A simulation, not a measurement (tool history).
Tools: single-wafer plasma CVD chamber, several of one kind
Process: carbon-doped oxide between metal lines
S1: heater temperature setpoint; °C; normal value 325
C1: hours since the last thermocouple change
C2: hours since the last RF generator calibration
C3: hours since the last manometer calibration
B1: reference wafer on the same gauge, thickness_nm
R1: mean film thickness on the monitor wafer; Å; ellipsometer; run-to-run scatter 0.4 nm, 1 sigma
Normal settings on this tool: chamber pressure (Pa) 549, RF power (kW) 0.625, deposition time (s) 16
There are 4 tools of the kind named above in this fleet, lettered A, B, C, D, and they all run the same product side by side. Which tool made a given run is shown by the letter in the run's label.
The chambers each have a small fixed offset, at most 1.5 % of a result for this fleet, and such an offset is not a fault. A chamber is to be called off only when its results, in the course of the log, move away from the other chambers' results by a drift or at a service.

Run 1D, hour 2.1: usual settings; C1 1081.9; C2 1235.1; C3 85; B1 87.984. Result: R1 1010.1 Å.
Run 2B, hour 5.4: usual settings; C1 1473.4; C2 633.6; C3 966.4; B1 88.013. Result: R1 999.45 Å.
Run 3A, hour 9.6: usual settings; C1 684.9; C2 519.5; C3 2539.6; B1 87.927. Result: R1 1008.6 Å.
Run 4C, hour 11.6: usual settings; C1 249.3; C2 1243.3; C3 1376.2; B1 87.932. Result: R1 1012.6 Å.
Run 5A, hour 15.4: usual settings; C1 690.7; C2 525.3; C3 2545.4; B1 87.884. Result: R1 995.84 Å.
Run 6D, hour 18.4: usual settings; C1 1098.2; C2 1251.4; C3 101.3; B1 88.068. Result: R1 1004.7 Å.
Run 7B, hour 20.8: usual settings but chamber pressure (Pa) 613, deposition time (s) 14.3; C1 1488.8; C2 649; C3 981.8; B1 87.962. Result: R1 916.85 Å.
Run 8C, hour 23.8: usual settings but chamber pressure (Pa) 613, deposition time (s) 14.3; C1 261.5; C2 1255.5; C3 1388.4; B1 88.016. Result: R1 915.99 Å.
Run 9B, hour 27: usual settings but chamber pressure (Pa) 613, deposition time (s) 14.3; C1 1495; C2 655.2; C3 988; B1 87.969. Result: R1 908.42 Å.
Run 10A, hour 29.8: usual settings but chamber pressure (Pa) 613, deposition time (s) 14.3; C1 705.1; C2 539.7; C3 2559.8; B1 87.977. Result: R1 906.84 Å.
Run 11D, hour 32.9: usual settings but RF power (kW) 0.53; C1 1112.7; C2 1265.9; C3 115.8; B1 87.982. Result: R1 906.96 Å.
Run 12C, hour 35.2: usual settings but RF power (kW) 0.53; C1 272.9; C2 1266.9; C3 1399.8; B1 87.944. Result: R1 908.03 Å.
Run 13B, hour 39.5: usual settings but RF power (kW) 0.53; C1 1507.5; C2 667.7; C3 1000.5; B1 87.954. Result: R1 900.17 Å.
Run 14A, hour 43.7: usual settings but RF power (kW) 0.53; C1 719; C2 553.6; C3 2573.7; B1 87.997. Result: R1 904.55 Å.
Run 15D, hour 46.4: usual settings; C1 1126.2; C2 1279.4; C3 129.3; B1 88.056. Result: R1 1014 Å.
Run 16C, hour 49.8: usual settings but S1 330 °C, RF power (kW) 0.58; C1 287.5; C2 1281.5; C3 1414.4; B1 87.955. Result: R1 932.14 Å.
Run 17A, hour 53.8: usual settings but S1 330 °C, RF power (kW) 0.58; C1 729.1; C2 563.7; C3 2583.8; B1 87.994. Result: R1 942 Å.
Run 18B, hour 56: usual settings but S1 330 °C, RF power (kW) 0.58; C1 1524; C2 684.2; C3 1017; B1 88.047. Result: R1 930.91 Å.
Run 19C, hour 60.1: usual settings but S1 330 °C, RF power (kW) 0.58; C1 297.8; C2 1291.8; C3 1424.7; B1 87.938. Result: R1 924.79 Å.
Run 20D, hour 63.3: usual settings; C1 1143.1; C2 1296.3; C3 146.2; B1 87.984. Result: R1 1010.3 Å.
Run 21B, hour 65.4: usual settings; C1 1533.4; C2 693.6; C3 1026.4; B1 87.956. Result: R1 1001 Å.
Run 22D, hour 69.4: usual settings; C1 1149.2; C2 1302.4; C3 152.3; B1 87.927. Result: R1 1009.8 Å.
Run 23C, hour 73.4: usual settings; C1 311.1; C2 1305.1; C3 1438; B1 87.906. Result: R1 986.91 Å.
Run 24A, hour 77.7: usual settings but S1 332 °C, chamber pressure (Pa) 611; C1 753; C2 587.6; C3 2607.7; B1 88.049. Result: R1 989.66 Å.
Run 25C, hour 79.8: usual settings but S1 332 °C, chamber pressure (Pa) 611; C1 317.5; C2 1311.5; C3 1444.4; B1 88.008. Result: R1 960.54 Å.
Run 26D, hour 83.1: usual settings but S1 332 °C, chamber pressure (Pa) 611; C1 1162.9; C2 1316.1; C3 166; B1 88.034. Result: R1 998.24 Å.
Run 27A, hour 87.2: usual settings but S1 332 °C, chamber pressure (Pa) 611; C1 762.5; C2 597.1; C3 2617.2; B1 87.917. Result: R1 991.24 Å.
Run 28B, hour 90.8: usual settings but S1 332 °C; C1 1558.8; C2 719; C3 1051.8; B1 87.998. Result: R1 970.89 Å.

Read the log: is a single chamber off, either drifting away or since a service, is the gauge that measures every chamber drifting, or is nothing wrong beyond small per-chamber offsets? Name any odd chamber and what most likely caused it.

Little by little, chamber C moves away from the other chambers.
Likeliest cause: delivered RF power below the setpoint (%) = 6.78.

Chamber C could run next with any of the 4 candidate recipes listed below; each alters the usual settings, and their results appear as question marks. Which one brings its results back in line with what the other chambers deliver on the usual settings?
Counts as in line when no further than this from what the other chambers average on the usual settings: R1 14 Å
Run 29C-1, hour 93.9: usual settings but RF power (kW) 0.565. Result: R1 ?.
Run 29C-2, hour 93.9: usual settings but S1 326 °C, chamber pressure (Pa) 547, RF power (kW) 0.615, deposition time (s) 15.6. Result: R1 ?.
Run 29C-3, hour 93.9: usual settings but RF power (kW) 0.685. Result: R1 ?.
Run 29C-4, hour 93.9: usual settings but S1 318 °C, chamber pressure (Pa) 589. Result: R1 ?.

The mean the other chambers reach with the usual settings: R1 1003.8 Å
  run      R1
29C-1  909.06
29C-2  930.66
29C-3  1023.5
29C-4  1002.7
29C-4 puts the chamber back in line with the other chambers.
